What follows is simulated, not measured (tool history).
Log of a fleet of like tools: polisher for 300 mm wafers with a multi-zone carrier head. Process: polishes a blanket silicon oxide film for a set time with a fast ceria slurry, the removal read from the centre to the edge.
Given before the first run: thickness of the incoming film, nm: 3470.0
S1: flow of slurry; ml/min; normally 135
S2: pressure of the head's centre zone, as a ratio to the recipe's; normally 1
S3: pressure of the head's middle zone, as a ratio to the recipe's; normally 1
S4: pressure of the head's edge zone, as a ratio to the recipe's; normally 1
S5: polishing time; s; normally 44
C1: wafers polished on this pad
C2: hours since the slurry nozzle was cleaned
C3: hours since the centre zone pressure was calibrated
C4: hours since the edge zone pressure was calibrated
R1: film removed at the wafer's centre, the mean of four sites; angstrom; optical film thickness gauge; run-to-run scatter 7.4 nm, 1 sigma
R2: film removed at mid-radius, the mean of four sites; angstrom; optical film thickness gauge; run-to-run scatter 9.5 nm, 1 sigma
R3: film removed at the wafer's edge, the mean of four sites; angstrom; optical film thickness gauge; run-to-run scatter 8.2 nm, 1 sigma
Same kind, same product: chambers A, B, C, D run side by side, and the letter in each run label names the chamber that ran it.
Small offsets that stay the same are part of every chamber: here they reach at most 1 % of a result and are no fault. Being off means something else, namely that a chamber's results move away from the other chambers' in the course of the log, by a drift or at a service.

At hour 3.5: chamber C: edge zone pressure recalibrated.
Run 1B, hour 8.1: usual settings; C1 668; C2 80.3; C3 387.4; C4 380.1. Result: R1 6917.9 angstrom, R2 7074.8 angstrom, R3 7118 angstrom.
Run 2A, hour 15.7: usual settings; C1 292; C2 215.7; C3 86.8; C4 373.9. Result: R1 7078.4 angstrom, R2 7126.1 angstrom, R3 7104.3 angstrom.
At hour 24.3: chamber C: slurry nozzle cleaned.
Run 3D, hour 25.7: usual settings; C1 1224; C2 412.2; C3 354.2; C4 664.1. Result: R1 6959.9 angstrom, R2 7029.4 angstrom, R3 7016.3 angstrom.
Run 4C, hour 36.8: usual settings; C1 1592; C2 12.5; C3 729.7; C4 33.4. Result: R1 7066.7 angstrom, R2 6898.8 angstrom, R3 7149.9 angstrom.
At hour 41.1: chamber B: worn pad replaced by a new one.
At hour 41.6: chamber C: worn pad replaced by a new one.
At hour 42.4: chamber D: worn pad replaced by a new one.
Run 5D, hour 43.1: usual settings; C1 13; C2 429.6; C3 371.6; C4 681.5. Result: R1 6855.9 angstrom, R2 6960.7 angstrom, R3 7219.6 angstrom.
At hour 46.9: chamber A: worn pad replaced by a new one.
Run 6A, hour 48.2: usual settings; C1 23; C2 248.2; C3 119.3; C4 406.4. Result: R1 7097.5 angstrom, R2 7102.2 angstrom, R3 6974 angstrom.
Run 7C, hour 53.8: usual settings; C1 212; C2 29.5; C3 746.7; C4 50.4. Result: R1 6984.5 angstrom, R2 6855 angstrom, R3 7051.6 angstrom.
Run 8B, hour 64.9: usual settings; C1 414; C2 137.1; C3 444.2; C4 436.9. Result: R1 6926.4 angstrom, R2 7043.3 angstrom, R3 7134.6 angstrom.
Run 9A, hour 76.2: usual settings; C1 510; C2 276.2; C3 147.3; C4 434.4. Result: R1 7180 angstrom, R2 7042.4 angstrom, R3 7054.7 angstrom.
Run 10B, hour 86: usual settings; C1 780; C2 158.2; C3 465.3; C4 458. Result: R1 6958.9 angstrom, R2 7037 angstrom, R3 7124.5 angstrom.
At hour 89.6: chamber A: worn pad replaced by a new one.
Run 11C, hour 93: usual settings but S3 1.09; C1 894; C2 68.7; C3 785.9; C4 89.6. Result: R1 7081.2 angstrom, R2 7623 angstrom, R3 7115.8 angstrom.
At hour 96.4: chamber B: edge zone pressure recalibrated.
Run 12D, hour 101.7: usual settings but S3 1.09; C1 1032; C2 488.2; C3 430.2; C4 740.1. Result: R1 6966.5 angstrom, R2 7610 angstrom, R3 7091 angstrom.
Run 13D, hour 106.6: usual settings but S3 1.09; C1 1117; C2 493.1; C3 435.1; C4 745. Result: R1 6904.2 angstrom, R2 7632.2 angstrom, R3 7018.5 angstrom.
At hour 110.2: chamber B: centre zone pressure recalibrated.
Run 14A, hour 117.5: usual settings but S3 1.09; C1 486; C2 317.5; C3 188.6; C4 475.7. Result: R1 6995.6 angstrom, R2 7483 angstrom, R3 6936 angstrom.
Run 15C, hour 123.5: usual settings; C1 1424; C2 99.2; C3 816.4; C4 120.1. Result: R1 7022.7 angstrom, R2 6990 angstrom, R3 7110.6 angstrom.
At hour 127.2: chamber C: worn pad replaced by a new one.
At hour 129.2: chamber B: worn pad replaced by a new one.
At hour 129.3: chamber D: worn pad replaced by a new one.
Run 16B, hour 134.4: usual settings; C1 91; C2 206.6; C3 24.3; C4 38. Result: R1 6975.6 angstrom, R2 7242.3 angstrom, R3 6952.4 angstrom.
At hour 140.9: chamber A: worn pad replaced by a new one.
Run 17D, hour 142.5: usual settings; C1 230; C2 529; C3 471; C4 780.9. Result: R1 6776.2 angstrom, R2 7142 angstrom, R3 7022.4 angstrom.
Run 18A, hour 152.5: usual settings; C1 202; C2 352.5; C3 223.6; C4 510.7. Result: R1 7071.4 angstrom, R2 7022.3 angstrom, R3 7103.5 angstrom.
Run 19C, hour 163.2: usual settings; C1 626; C2 138.9; C3 856.1; C4 159.8. Result: R1 7081.9 angstrom, R2 7020.3 angstrom, R3 7218.6 angstrom.
Run 20B, hour 174.4: usual settings; C1 787; C2 246.6; C3 64.3; C4 78. Result: R1 7002.8 angstrom, R2 7083.3 angstrom, R3 7001 angstrom.
Run 21A, hour 184.9: usual settings; C1 766; C2 384.9; C3 256; C4 543.1. Result: R1 6860.6 angstrom, R2 7171 angstrom, R3 7057.6 angstrom.
Run 22B, hour 190.5: usual settings; C1 1067; C2 262.7; C3 80.4; C4 94.1. Result: R1 6987.9 angstrom, R2 6930 angstrom, R3 7174.9 angstrom.
At hour 196.3: chamber A: worn pad replaced by a new one.
Run 23D, hour 199.7: usual settings; C1 1225; C2 586.2; C3 528.2; C4 838.1. Result: R1 6337.8 angstrom, R2 7242.4 angstrom, R3 7023.2 angstrom.
At hour 205.4: chamber C: worn pad replaced by a new one.
Run 24C, hour 206.2: usual settings; C1 15; C2 181.9; C3 899.1; C4 202.8. Result: R1 7131.6 angstrom, R2 7015.8 angstrom, R3 6970.7 angstrom.
At hour 212.2: chamber D: worn pad replaced by a new one.
Run 25A, hour 215.6: usual settings; C1 336; C2 415.6; C3 286.7; C4 573.8. Result: R1 7077.3 angstrom, R2 7209 angstrom, R3 7095.9 angstrom.
At hour 218.8: chamber B: worn pad replaced by a new one.
Run 26B, hour 222.3: usual settings but S5 55 s; C1 62; C2 294.5; C3 112.2; C4 125.9. Result: R1 8674.7 angstrom, R2 8881.2 angstrom, R3 8841.1 angstrom.
Run 27D, hour 228: usual settings but S5 55 s; C1 275; C2 614.5; C3 556.5; C4 866.4. Result: R1 7708.5 angstrom, R2 8953.1 angstrom, R3 8779.7 angstrom.
Run 28C, hour 239: usual settings but S5 55 s; C1 585; C2 214.7; C3 931.9; C4 235.6. Result: R1 8687.9 angstrom, R2 8783.1 angstrom, R3 8733.3 angstrom.
Run 29D, hour 248.1: usual settings but S5 55 s; C1 625; C2 634.6; C3 576.6; C4 886.5. Result: R1 7765 angstrom, R2 8809.4 angstrom, R3 8721.4 angstrom.

Is one chamber out of step, is the gauge drifting, or do the chambers differ by no more than their own small offsets? For an off chamber, give its letter and the likeliest cause.

One chamber, D, drifts off from the rest bit by bit.
Most likely cause: centre zone's pressure below its setpoint, % = 11.

Below are 4 candidate recipes for chamber D's next run, each the usual settings with a change, their results shown as question marks. Which of them brings D's results back in line with what the other chambers give on the usual settings?
A result is in line if it is within this distance of the other chambers' mean on the usual settings: R1 260 angstrom; R2 330 angstrom; R3 280 angstrom
Run 30D-1, hour 256.4: usual settings but S1 120 ml/min, S2 0.83, S3 1.04, S4 1.07. Result: R1 ?, R2 ?, R3 ?.
Run 30D-2, hour 256.4: usual settings but S1 160 ml/min, S2 1.17, S3 0.94, S4 0.9, S5 45 s. Result: R1 ?, R2 ?, R3 ?.
Run 30D-3, hour 256.4: usual settings but S1 125 ml/min, S2 0.89, S3 1.02, S4 1.04. Result: R1 ?, R2 ?, R3 ?.
Run 30D-4, hour 256.4: usual settings but S1 145 ml/min, S2 1.11, S3 0.98, S4 0.96. Result: R1 ?, R2 ?, R3 ?.

On the usual settings, the other chambers give on average: R1 7026.5 angstrom; R2 7039.3 angstrom; R3 7042.3 angstrom
  run      R1      R2      R3
30D-1  4848.8  7019.8  7247.4
30D-2  7727.1  6951.5  7091.1
30D-3  5295.7    6962  7189.1
30D-4  6988.9  6926.2  7059.8
With 30D-4, the chamber falls back in line with the rest.
